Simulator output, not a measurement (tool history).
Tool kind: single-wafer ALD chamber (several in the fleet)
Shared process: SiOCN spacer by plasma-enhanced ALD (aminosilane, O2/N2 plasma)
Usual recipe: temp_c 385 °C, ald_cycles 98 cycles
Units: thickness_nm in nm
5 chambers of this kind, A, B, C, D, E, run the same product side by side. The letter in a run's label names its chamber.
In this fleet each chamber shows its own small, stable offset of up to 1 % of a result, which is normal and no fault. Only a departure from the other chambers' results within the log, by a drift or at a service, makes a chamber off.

| run | hour | temp_c | ald_cycles | hours since the last thermocouple change | read-back reference wafer on the same gauge, thickness_nm | thickness_nm |
|---|---|---|---|---|---|---|
| 1B | 2.9 | 385 | 98 | 1199.3 | 5.1716 | 5.9314 |
| 2A | 5.2 | 385 | 98 | 671.8 | 5.1704 | 5.9652 |
| 3C | 9 | 385 | 98 | 1969.6 | 5.1736 | 5.939 |
| 4D | 11.2 | 385 | 98 | 27.6 | 5.1757 | 5.857 |
| 5E | 13.4 | 392 | 87 | 644.6 | 5.1757 | 5.2285 |
| 6D | 16.5 | 392 | 87 | 32.9 | 5.1766 | 5.2186 |
| 7C | 19.3 | 392 | 87 | 1979.9 | 5.1774 | 5.2628 |
| 8A | 22.2 | 392 | 87 | 688.8 | 5.18 | 5.294 |
| 9E | 25 | 392 | 87 | 656.2 | 5.1794 | 5.2357 |
| 10B | 29.3 | 374 | 98 | 1225.7 | 5.1802 | 5.9429 |
| 11E | 33 | 374 | 98 | 664.2 | 5.1803 | 5.9062 |
| 12C | 34.9 | 374 | 98 | 1995.5 | 5.1819 | 5.9246 |
| 13D | 36.9 | 374 | 98 | 53.3 | 5.182 | 5.8889 |
| 14B | 40.1 | 374 | 98 | 1236.5 | 5.1836 | 5.9418 |
| 15A | 43.2 | 385 | 98 | 709.8 | 5.1853 | 5.9634 |
| 16C | 46.8 | 385 | 98 | 2007.4 | 5.1858 | 5.9428 |
| 17A | 50.7 | 385 | 84 | 717.3 | 5.1884 | 5.1077 |
| 18E | 54.1 | 385 | 84 | 685.3 | 5.1878 | 5.0529 |
| 19D | 56.1 | 385 | 84 | 72.5 | 5.1891 | 5.0498 |
| 20B | 58.5 | 385 | 84 | 1254.9 | 5.1909 | 5.1029 |
| 21E | 61.4 | 385 | 84 | 692.6 | 5.1903 | 5.0648 |
| 22D | 63.5 | 385 | 98 | 79.9 | 5.191 | 5.8768 |
| 23C | 67.5 | 385 | 98 | 2028.1 | 5.1935 | 5.9492 |
| 24A | 70.6 | 385 | 98 | 737.2 | 5.1945 | 5.9763 |
| 25B | 73.6 | 385 | 98 | 1270 | 5.1955 | 5.9621 |
| 26E | 76.8 | 385 | 98 | 708 | 5.1963 | 5.9186 |
| 27C | 80.9 | 385 | 98 | 2041.5 | 5.197 | 5.9582 |
| 28A | 85.1 | 385 | 98 | 751.7 | 5.1998 | 5.9691 |
| 29B | 88.2 | 385 | 98 | 1284.6 | 5.1999 | 5.9535 |
| 30D | 90.2 | 385 | 98 | 106.6 | 5.2005 | 5.906 |

Which is it: a chamber that has drifted or been left off by a service, a gauge drift common to all chambers, or only each chamber's usual small offset? If a chamber is off, name it and its likeliest cause.

None of the chambers is off. What moves is the gauge, dragging all their readings along together.
Cause: gauge reads high (%) = 0.616.
